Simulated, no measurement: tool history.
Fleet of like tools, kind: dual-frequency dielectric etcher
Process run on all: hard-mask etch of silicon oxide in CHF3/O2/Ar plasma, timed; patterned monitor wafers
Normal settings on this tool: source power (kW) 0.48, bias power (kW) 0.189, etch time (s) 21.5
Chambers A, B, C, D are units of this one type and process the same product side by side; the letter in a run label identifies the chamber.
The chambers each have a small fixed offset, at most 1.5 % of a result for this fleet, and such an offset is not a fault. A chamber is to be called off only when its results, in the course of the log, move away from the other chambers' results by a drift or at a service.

run   hour  source power (kW)  bias power (kW)  etch time (s)  hours since the last wet clean  hours since the last source power generator calibration  hours since the last bias power generator calibration  read-back reference wafer on the same gauge, depth_nm  mean etch depth across the wafer (Å)
 1A      5               0.48            0.189           21.5                           126.4                                                    563.6                                                 2935.9                                                 33.586                                395.58
 2D    9.7               0.48            0.189           21.5                           149.4                                                   1972.2                                                 1716.9                                                 33.582                                392.84
 3B   13.9               0.48            0.189           21.5                            17.3                                                    910.9                                                 1890.1                                                 33.575                                 397.8
 4C   19.3               0.48            0.189           21.5                             363                                                    363.2                                                  632.2                                                 33.563                                395.43
 5A   22.7               0.48            0.189           21.5                           144.1                                                    581.3                                                 2953.6                                                 33.562                                 394.9
 6C     26               0.48            0.189             26                           369.7                                                    369.9                                                  638.9                                                 33.564                                477.38
 7B   32.4               0.48            0.189             26                            35.8                                                    929.4                                                 1908.6                                                 33.558                                480.51
 8D   37.2               0.48            0.189             26                           176.9                                                   1999.7                                                 1744.4                                                 33.543                                473.97
 9A   42.1               0.48            0.189             26                           163.5                                                    600.7                                                   2973                                                 33.536                                478.04
10D   46.1               0.48            0.189           21.5                           185.8                                                   2008.6                                                 1753.3                                                  33.52                                392.04
      47.8  -- chamber C: wet clean of the chamber
      49.7  -- chamber B: bias power generator calibrated
11C   53.2               0.48            0.189           21.5                             5.4                                                    397.1                                                  666.1                                                 33.505                                394.42
12B   58.6               0.48            0.189           21.5                              62                                                    955.6                                                    8.9                                                 33.486                                396.56
13B   63.3               0.54            0.164           21.5                            66.7                                                    960.3                                                   13.6                                                  33.49                                395.48
14D   69.1               0.54            0.164           21.5                           208.8                                                   2031.6                                                 1776.3                                                 33.489                                391.47
15C   72.6               0.54            0.164           21.5                            24.8                                                    416.5                                                  685.5                                                 33.485                                395.09
16A   78.6               0.54            0.164           21.5                             200                                                    637.2                                                 3009.5                                                 33.472                                392.03
17A   83.2               0.48            0.189           21.5                           204.6                                                    641.8                                                 3014.1                                                 33.475                                393.23
18B   89.2               0.48            0.208             25                            92.6                                                    986.2                                                   39.5                                                 33.476                                478.06
19D   95.7               0.48            0.208             25                           235.4                                                   2058.2                                                 1802.9                                                 33.437                                469.89
20C  101.1               0.48            0.208             25                            53.3                                                      445                                                    714                                                 33.439                                474.27
21A  107.7               0.48            0.208             25                           229.1                                                    666.3                                                 3038.6                                                 33.426                                472.82
22C  112.5               0.48            0.189           21.5                            64.7                                                    456.4                                                  725.4                                                  33.42                                393.42
23B  115.8               0.48            0.189           21.5                           119.2                                                   1012.8                                                   66.1                                                 33.418                                395.64
24D  122.8               0.48            0.189           21.5                           262.5                                                   2085.3                                                   1830                                                 33.406                                390.18
25C  128.1               0.48            0.189           21.5                            80.3                                                      472                                                    741                                                 33.383                                 394.7
26B  132.4               0.48            0.189           21.5                           135.8                                                   1029.4                                                   82.7                                                 33.394                                395.39
27A    138               0.48            0.161           19.5                           259.4                                                    696.6                                                 3068.9                                                 33.394                                337.43
28D  143.2               0.48            0.161           19.5                           282.9                                                   2105.7                                                 1850.4                                                 33.379                                334.57
29C  147.4               0.48            0.161           19.5                            99.6                                                    491.3                                                  760.3                                                 33.377                                337.13

One chamber off, gauge drift, or nothing amiss beyond the chambers' own small offsets? If it is a chamber, which one, and what is the likeliest cause?

The shared gauge is drifting. All chambers look as if they move in step, but none is off.
Most likely cause: gauge reads low (%) = 0.718.
